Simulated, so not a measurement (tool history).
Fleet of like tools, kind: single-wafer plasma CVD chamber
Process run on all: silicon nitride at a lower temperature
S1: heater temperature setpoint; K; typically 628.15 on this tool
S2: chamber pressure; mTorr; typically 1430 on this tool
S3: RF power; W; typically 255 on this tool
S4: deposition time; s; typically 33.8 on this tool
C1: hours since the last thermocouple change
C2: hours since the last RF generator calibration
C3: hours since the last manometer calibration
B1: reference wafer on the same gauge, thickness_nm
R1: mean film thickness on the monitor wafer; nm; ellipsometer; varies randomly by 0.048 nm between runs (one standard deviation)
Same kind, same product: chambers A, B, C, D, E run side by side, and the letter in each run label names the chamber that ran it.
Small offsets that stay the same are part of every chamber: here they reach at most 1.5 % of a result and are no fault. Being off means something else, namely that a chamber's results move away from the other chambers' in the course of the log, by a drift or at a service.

run 1C day=0.121 | S1=628.15 S2=1430 S3=255 S4=33.8 | C1=843.9 C2=1056.1 C3=1085.2 | B1=30.498 | R1=34.476
run 2B day=0.254 | S1=628.15 S2=1430 S3=255 S4=33.8 | C1=860.9 C2=1748.6 C3=933.3 | B1=30.484 | R1=34.031
run 3D day=0.383 | S1=628.15 S2=1430 S3=255 S4=33.8 | C1=725.5 C2=1933.6 C3=446.5 | B1=30.496 | R1=34.538
run 4E day=0.600 | S1=628.15 S2=1430 S3=255 S4=33.8 | C1=710.1 C2=682.7 C3=203.8 | B1=30.487 | R1=33.947
run 5A day=0.717 | S1=628.15 S2=1430 S3=255 S4=33.8 | C1=1950.5 C2=707.7 C3=837.5 | B1=30.483 | R1=34.354
run 6D day=0.833 | S1=628.15 S2=1430 S3=255 S4=33.8 | C1=736.3 C2=1944.4 C3=457.3 | B1=30.488 | R1=34.564
run 7C day=1.029 | S1=628.15 S2=1130 S3=255 S4=28.2 | C1=865.7 C2=1077.9 C3=1107.0 | B1=30.475 | R1=26.907
run 8B day=1.217 | S1=628.15 S2=1130 S3=255 S4=28.2 | C1=884.0 C2=1771.7 C3=956.4 | B1=30.477 | R1=26.440
run 9E day=1.392 | S1=628.15 S2=1130 S3=255 S4=28.2 | C1=729.1 C2=701.7 C3=222.8 | B1=30.476 | R1=26.451
run 10A day=1.600 | S1=628.15 S2=1130 S3=255 S4=28.2 | C1=1971.7 C2=728.9 C3=858.7 | B1=30.465 | R1=26.819
run 11E day=1.729 | S1=628.15 S2=1130 S3=255 S4=28.2 | C1=737.2 C2=709.8 C3=230.9 | B1=30.472 | R1=26.363
-- day=1.779 chamber B: RF generator calibrated
run 12B day=1.921 | S1=628.15 S2=1430 S3=255 S4=33.8 | C1=900.9 C2=3.4 C3=973.3 | B1=30.472 | R1=33.980
run 13C day=2.133 | S1=628.15 S2=1430 S3=255 S4=33.8 | C1=892.2 C2=1104.4 C3=1133.5 | B1=30.455 | R1=34.366
run 14D day=2.379 | S1=628.15 S2=1430 S3=255 S4=33.8 | C1=773.4 C2=1981.5 C3=494.4 | B1=30.442 | R1=34.463
run 15A day=2.617 | S1=628.15 S2=1430 S3=255 S4=33.8 | C1=1996.1 C2=753.3 C3=883.1 | B1=30.444 | R1=34.354
run 16C day=2.800 | S1=628.15 S2=1430 S3=255 S4=33.8 | C1=908.2 C2=1120.4 C3=1149.5 | B1=30.437 | R1=34.352
run 17B day=2.979 | S1=628.15 S2=1430 S3=255 S4=33.8 | C1=926.3 C2=28.8 C3=998.7 | B1=30.426 | R1=33.874
run 18E day=3.229 | S1=628.15 S2=1430 S3=255 S4=33.8 | C1=773.2 C2=745.8 C3=266.9 | B1=30.429 | R1=33.962
run 19D day=3.371 | S1=628.15 S2=1430 S3=255 S4=33.8 | C1=797.2 C2=2005.3 C3=518.2 | B1=30.428 | R1=34.479
run 20A day=3.600 | S1=628.15 S2=1430 S3=255 S4=33.8 | C1=2019.7 C2=776.9 C3=906.7 | B1=30.421 | R1=34.302
run 21E day=3.846 | S1=628.15 S2=1430 S3=255 S4=33.8 | C1=788.0 C2=760.6 C3=281.7 | B1=30.412 | R1=33.842
run 22C day=4.021 | S1=628.15 S2=1430 S3=255 S4=33.8 | C1=937.5 C2=1149.7 C3=1178.8 | B1=30.404 | R1=34.240
run 23D day=4.133 | S1=628.15 S2=1430 S3=255 S4=33.8 | C1=815.5 C2=2023.6 C3=536.5 | B1=30.414 | R1=34.433
run 24B day=4.279 | S1=628.15 S2=1430 S3=255 S4=33.8 | C1=957.5 C2=60.0 C3=1029.9 | B1=30.401 | R1=33.878
run 25A day=4.483 | S1=628.15 S2=1430 S3=255 S4=33.8 | C1=2040.9 C2=798.1 C3=927.9 | B1=30.403 | R1=34.270
run 26A day=4.738 | S1=628.15 S2=1430 S3=255 S4=33.8 | C1=2047.0 C2=804.2 C3=934.0 | B1=30.400 | R1=34.263
run 27C day=4.938 | S1=628.15 S2=1430 S3=255 S4=33.8 | C1=959.5 C2=1171.7 C3=1200.8 | B1=30.383 | R1=34.292
run 28E day=5.125 | S1=628.15 S2=1430 S3=255 S4=33.8 | C1=818.7 C2=791.3 C3=312.4 | B1=30.379 | R1=33.925
run 29D day=5.258 | S1=628.15 S2=1430 S3=255 S4=33.8 | C1=842.5 C2=2050.6 C3=563.5 | B1=30.380 | R1=34.352
run 30B day=5.404 | S1=628.15 S2=1430 S3=255 S4=33.8 | C1=984.5 C2=87.0 C3=1056.9 | B1=30.385 | R1=33.766
run 31A day=5.604 | S1=628.15 S2=1430 S3=255 S4=33.8 | C1=2067.8 C2=825.0 C3=954.8 | B1=30.376 | R1=34.179
run 32E day=5.854 | S1=628.15 S2=1430 S3=255 S4=33.8 | C1=836.2 C2=808.8 C3=329.9 | B1=30.369 | R1=33.806
run 33D day=6.100 | S1=628.15 S2=1430 S3=255 S4=33.8 | C1=862.7 C2=2070.8 C3=583.7 | B1=30.367 | R1=34.386
run 34C day=6.229 | S1=622.15 S2=1320 S3=255 S4=33.8 | C1=990.5 C2=1202.7 C3=1231.8 | B1=30.365 | R1=33.574
run 35B day=6.396 | S1=622.15 S2=1320 S3=255 S4=33.8 | C1=1008.3 C2=110.8 C3=1080.7 | B1=30.362 | R1=33.174
run 36B day=6.583 | S1=622.15 S2=1320 S3=255 S4=33.8 | C1=1012.8 C2=115.3 C3=1085.2 | B1=30.364 | R1=33.220
-- day=6.708 chamber D: RF generator calibrated
run 37D day=6.796 | S1=622.15 S2=1320 S3=255 S4=33.8 | C1=879.4 C2=2.1 C3=600.4 | B1=30.345 | R1=33.759
run 38A day=7.021 | S1=622.15 S2=1320 S3=255 S4=33.8 | C1=2101.8 C2=859.0 C3=988.8 | B1=30.331 | R1=33.559
run 39C day=7.196 | S1=628.15 S2=1430 S3=255 S4=33.8 | C1=1013.7 C2=1225.9 C3=1255.0 | B1=30.340 | R1=34.158
run 40E day=7.342 | S1=628.15 S2=1430 S3=255 S4=33.8 | C1=871.9 C2=844.5 C3=365.6 | B1=30.347 | R1=33.834
run 41B day=7.575 | S1=628.15 S2=1430 S3=255 S4=33.8 | C1=1036.6 C2=139.1 C3=1109.0 | B1=30.336 | R1=33.830
run 42A day=7.792 | S1=628.15 S2=1250 S3=290 S4=33.8 | C1=2120.3 C2=877.5 C3=1007.3 | B1=30.330 | R1=36.078
run 43C day=7.942 | S1=628.15 S2=1250 S3=290 S4=33.8 | C1=1031.6 C2=1243.8 C3=1272.9 | B1=30.333 | R1=36.089

Decide between three cases: one chamber stands off from its peers, the gauge reading all wafers drifts, or nothing is wrong past each chamber's small offset. Where a chamber is off, say which and what most likely put it there.

No chamber is off; the gauge reading every chamber's wafers drifts, which makes the whole fleet appear to move together.
Most likely cause: gauge reads low (%) = 0.572.
